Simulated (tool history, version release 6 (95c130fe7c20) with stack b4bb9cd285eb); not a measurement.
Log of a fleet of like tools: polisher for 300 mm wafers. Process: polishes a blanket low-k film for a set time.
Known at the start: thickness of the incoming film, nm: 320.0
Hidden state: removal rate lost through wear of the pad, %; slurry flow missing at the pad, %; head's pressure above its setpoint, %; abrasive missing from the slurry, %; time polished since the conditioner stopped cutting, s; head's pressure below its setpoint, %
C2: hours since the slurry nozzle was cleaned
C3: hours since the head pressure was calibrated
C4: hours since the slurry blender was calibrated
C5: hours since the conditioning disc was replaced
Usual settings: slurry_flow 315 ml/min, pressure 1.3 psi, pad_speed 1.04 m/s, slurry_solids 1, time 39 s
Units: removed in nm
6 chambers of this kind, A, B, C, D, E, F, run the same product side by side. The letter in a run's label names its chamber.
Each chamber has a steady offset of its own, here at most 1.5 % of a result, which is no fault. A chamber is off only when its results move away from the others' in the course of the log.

-- hour=0.3 chamber D: conditioning disc replaced and pad reconditioned
-- hour=2.6 chamber B: worn pad replaced by a new one
run 1E hour=3.3 | slurry_flow=315 pressure=1.3 pad_speed=1.04 slurry_solids=1 time=39 | wafers_polished_on_this_pad=615 C2=448.2 C3=934.7 C4=43.2 C5=151.9 | removed=12.387
-- hour=5.5 chamber F: conditioning disc replaced and pad reconditioned
run 2F hour=8.1 | slurry_flow=315 pressure=1.3 pad_speed=1.04 slurry_solids=1 time=39 | wafers_polished_on_this_pad=310 C2=108.9 C3=202.1 C4=26.5 C5=2.7 | removed=12.07
-- hour=8.6 chamber E: slurry nozzle cleaned
run 3A hour=13.7 | slurry_flow=315 pressure=1.3 pad_speed=1.04 slurry_solids=1 time=39 | wafers_polished_on_this_pad=759 C2=173.8 C3=238.4 C4=162 C5=141.2 | removed=12.28
run 4B hour=19.5 | slurry_flow=315 pressure=1.3 pad_speed=1.04 slurry_solids=1 time=39 | wafers_polished_on_this_pad=215 C2=837.7 C3=108.1 C4=269.2 C5=136.9 | removed=11.986
run 5C hour=22.6 | slurry_flow=315 pressure=1.3 pad_speed=1.04 slurry_solids=1 time=39 | wafers_polished_on_this_pad=930 C2=72.1 C3=575.4 C4=168.1 C5=439.2 | removed=12.115
run 6D hour=27.4 | slurry_flow=315 pressure=1.3 pad_speed=1.04 slurry_solids=1 time=39 | wafers_polished_on_this_pad=885 C2=302.6 C3=809.2 C4=98.2 C5=27.2 | removed=12.064
-- hour=31.8 chamber C: worn pad replaced by a new one
run 7C hour=31.8 | slurry_flow=415 pressure=1.3 pad_speed=1.04 slurry_solids=1 time=39 | wafers_polished_on_this_pad=1 C2=81.3 C3=584.6 C4=177.3 C5=448.4 | removed=12.631
-- hour=33 chamber B: slurry blender recalibrated
-- hour=34.4 chamber B: slurry nozzle cleaned
run 8E hour=34.8 | slurry_flow=415 pressure=1.3 pad_speed=1.04 slurry_solids=1 time=39 | wafers_polished_on_this_pad=1015 C2=26.3 C3=966.2 C4=74.7 C5=183.4 | removed=12.389
-- hour=35.8 chamber E: worn pad replaced by a new one
run 9B hour=40.2 | slurry_flow=415 pressure=1.3 pad_speed=1.04 slurry_solids=1 time=39 | wafers_polished_on_this_pad=477 C2=5.9 C3=128.8 C4=7.2 C5=157.6 | removed=12.409
run 10A hour=45.9 | slurry_flow=415 pressure=1.3 pad_speed=1.04 slurry_solids=1 time=39 | wafers_polished_on_this_pad=1167 C2=206 C3=270.6 C4=194.2 C5=173.4 | removed=12.265
run 11D hour=50.1 | slurry_flow=415 pressure=1.3 pad_speed=1.04 slurry_solids=1 time=39 | wafers_polished_on_this_pad=1173 C2=325.3 C3=831.9 C4=120.9 C5=49.9 | removed=12.161
-- hour=50.2 chamber B: worn pad replaced by a new one
run 12F hour=52.6 | slurry_flow=415 pressure=1.3 pad_speed=1.04 slurry_solids=1 time=39 | wafers_polished_on_this_pad=875 C2=153.4 C3=246.6 C4=71 C5=47.2 | removed=12.197
-- hour=55 chamber A: slurry blender recalibrated
run 13D hour=58.2 | slurry_flow=315 pressure=1.3 pad_speed=1.04 slurry_solids=1 time=39 | wafers_polished_on_this_pad=1276 C2=333.4 C3=840 C4=129 C5=58 | removed=11.94
-- hour=60.3 chamber D: worn pad replaced by a new one
run 14A hour=61.1 | slurry_flow=315 pressure=1.3 pad_speed=1.04 slurry_solids=1 time=39 | wafers_polished_on_this_pad=1360 C2=221.2 C3=285.8 C4=6.1 C5=188.6 | removed=11.907
run 15E hour=65.6 | slurry_flow=315 pressure=1.3 pad_speed=1.04 slurry_solids=1 time=31 | wafers_polished_on_this_pad=379 C2=57.1 C3=997 C4=105.5 C5=214.2 | removed=9.6181
-- hour=65.9 chamber E: slurry blender recalibrated
-- hour=66.5 chamber D: slurry nozzle cleaned
run 16B hour=71.1 | slurry_flow=315 pressure=1.3 pad_speed=1.04 slurry_solids=1 time=31 | wafers_polished_on_this_pad=266 C2=36.8 C3=159.7 C4=38.1 C5=188.5 | removed=9.4744
run 17F hour=76.2 | slurry_flow=315 pressure=1.3 pad_speed=1.04 slurry_solids=1 time=31 | wafers_polished_on_this_pad=1174 C2=177 C3=270.2 C4=94.6 C5=70.8 | removed=9.4698
-- hour=78.8 chamber A: worn pad replaced by a new one
run 18C hour=80.2 | slurry_flow=315 pressure=1.3 pad_speed=1.04 slurry_solids=1 time=31 | wafers_polished_on_this_pad=615 C2=129.7 C3=633 C4=225.7 C5=496.8 | removed=9.6645
-- hour=81.8 chamber E: conditioning disc replaced and pad reconditioned
run 19C hour=82.8 | slurry_flow=315 pressure=1.3 pad_speed=1.04 slurry_solids=1 time=31 | wafers_polished_on_this_pad=648 C2=132.3 C3=635.6 C4=228.3 C5=499.4 | removed=9.6761
run 20E hour=86.7 | slurry_flow=315 pressure=1.3 pad_speed=1.04 slurry_solids=1 time=31 | wafers_polished_on_this_pad=647 C2=78.2 C3=1018.1 C4=20.8 C5=5 | removed=9.6238
run 21F hour=90.8 | slurry_flow=315 pressure=1.3 pad_speed=0.78 slurry_solids=0.9 time=39 | wafers_polished_on_this_pad=1359 C2=191.6 C3=284.8 C4=109.2 C5=85.4 | removed=9.1079
-- hour=91.5 chamber B: worn pad replaced by a new one
run 22A hour=94.5 | slurry_flow=315 pressure=1.3 pad_speed=0.78 slurry_solids=0.9 time=39 | wafers_polished_on_this_pad=199 C2=254.6 C3=319.2 C4=39.5 C5=222 | removed=9.161
-- hour=95.8 chamber B: conditioning disc replaced and pad reconditioned
-- hour=96.8 chamber D: head pressure recalibrated
-- hour=98.8 chamber F: worn pad replaced by a new one
run 23B hour=99.5 | slurry_flow=315 pressure=1.3 pad_speed=0.78 slurry_solids=0.9 time=39 | wafers_polished_on_this_pad=102 C2=65.2 C3=188.1 C4=66.5 C5=3.8 | removed=9.0117
run 24D hour=104.7 | slurry_flow=315 pressure=1.3 pad_speed=0.78 slurry_solids=0.9 time=39 | wafers_polished_on_this_pad=563 C2=38.3 C3=8 C4=175.5 C5=104.5 | removed=9.1967
run 25E hour=107.6 | slurry_flow=315 pressure=1.3 pad_speed=0.78 slurry_solids=0.9 time=39 | wafers_polished_on_this_pad=912 C2=99.1 C3=1039 C4=41.7 C5=25.9 | removed=9.1227
-- hour=109.8 chamber D: slurry blender recalibrated
run 26F hour=111.2 | slurry_flow=315 pressure=1.3 pad_speed=0.78 slurry_solids=0.9 time=39 | wafers_polished_on_this_pad=157 C2=212 C3=305.2 C4=129.6 C5=105.8 | removed=9.0392
-- hour=112.3 chamber F: conditioning disc replaced and pad reconditioned
run 27A hour=114.1 | slurry_flow=315 pressure=1.3 pad_speed=1.04 slurry_solids=1 time=39 | wafers_polished_on_this_pad=448 C2=274.2 C3=338.8 C4=59.1 C5=241.6 | removed=12.189
-- hour=114.9 chamber C: worn pad replaced by a new one
run 28D hour=116.9 | slurry_flow=315 pressure=1.3 pad_speed=1.04 slurry_solids=1 time=39 | wafers_polished_on_this_pad=718 C2=50.5 C3=20.2 C4=7.1 C5=116.7 | removed=11.944
-- hour=117.4 chamber E: worn pad replaced by a new one
run 29B hour=121.1 | slurry_flow=315 pressure=1.3 pad_speed=1.04 slurry_solids=1 time=39 | wafers_polished_on_this_pad=376 C2=86.8 C3=209.7 C4=88.1 C5=25.4 | removed=11.902
run 30C hour=125.8 | slurry_flow=315 pressure=1.3 pad_speed=1.04 slurry_solids=1 time=39 | wafers_polished_on_this_pad=139 C2=175.3 C3=678.6 C4=271.3 C5=542.4 | removed=11.935
run 31C hour=130.5 | slurry_flow=315 pressure=1.3 pad_speed=1.04 slurry_solids=1 time=39 | wafers_polished_on_this_pad=198 C2=180 C3=683.3 C4=276 C5=547.1 | removed=11.996
-- hour=133.8 chamber B: worn pad replaced by a new one
run 32B hour=135.5 | slurry_flow=315 pressure=1.3 pad_speed=0.92 slurry_solids=1 time=52 | wafers_polished_on_this_pad=21 C2=101.2 C3=224.1 C4=102.5 C5=39.8 | removed=14.516
run 33D hour=138.2 | slurry_flow=315 pressure=1.3 pad_speed=0.92 slurry_solids=1 time=52 | wafers_polished_on_this_pad=988 C2=71.8 C3=41.5 C4=28.4 C5=138 | removed=14.775
run 34A hour=143 | slurry_flow=315 pressure=1.3 pad_speed=0.92 slurry_solids=1 time=52 | wafers_polished_on_this_pad=814 C2=303.1 C3=367.7 C4=88 C5=270.5 | removed=14.324
run 35E hour=146.2 | slurry_flow=315 pressure=1.3 pad_speed=0.92 slurry_solids=1 time=52 | wafers_polished_on_this_pad=366 C2=137.7 C3=1077.6 C4=80.3 C5=64.5 | removed=14.784
run 36F hour=151 | slurry_flow=315 pressure=1.3 pad_speed=0.92 slurry_solids=1 time=52 | wafers_polished_on_this_pad=662 C2=251.8 C3=345 C4=169.4 C5=38.8 | removed=14.327
-- hour=151.4 chamber F: slurry blender recalibrated
run 37E hour=155.8 | slurry_flow=315 pressure=1.3 pad_speed=0.92 slurry_solids=1 time=52 | wafers_polished_on_this_pad=488 C2=147.3 C3=1087.2 C4=89.9 C5=74.1 | removed=14.846
run 38D hour=160.4 | slurry_flow=315 pressure=1.3 pad_speed=1.04 slurry_solids=1 time=39 | wafers_polished_on_this_pad=1270 C2=94 C3=63.7 C4=50.6 C5=160.2 | removed=11.981
run 39F hour=165.7 | slurry_flow=315 pressure=1.3 pad_speed=1.04 slurry_solids=1 time=39 | wafers_polished_on_this_pad=849 C2=266.5 C3=359.7 C4=14.4 C5=53.5 | removed=11.966
run 40C hour=169.1 | slurry_flow=315 pressure=1.3 pad_speed=1.04 slurry_solids=1 time=39 | wafers_polished_on_this_pad=688 C2=218.6 C3=721.9 C4=314.6 C5=585.7 | removed=12.282

Next, every chamber runs the same settings. What will each give?
run 41A hour=173.3 | slurry_flow=315 pressure=1.3 pad_speed=1.04 slurry_solids=1 time=39 | removed=?
run 41B hour=173.3 | slurry_flow=315 pressure=1.3 pad_speed=1.04 slurry_solids=1 time=39 | removed=?
run 41C hour=173.3 | slurry_flow=315 pressure=1.3 pad_speed=1.04 slurry_solids=1 time=39 | removed=?
run 41D hour=173.3 | slurry_flow=315 pressure=1.3 pad_speed=1.04 slurry_solids=1 time=39 | removed=?
run 41E hour=173.3 | slurry_flow=315 pressure=1.3 pad_speed=1.04 slurry_solids=1 time=39 | removed=?
run 41F hour=173.3 | slurry_flow=315 pressure=1.3 pad_speed=1.04 slurry_solids=1 time=39 | removed=?

run=41A removed=12.011
run=41B removed=12.026
run=41C removed=11.941
run=41D removed=11.723
run=41E removed=11.8
run=41F removed=11.997
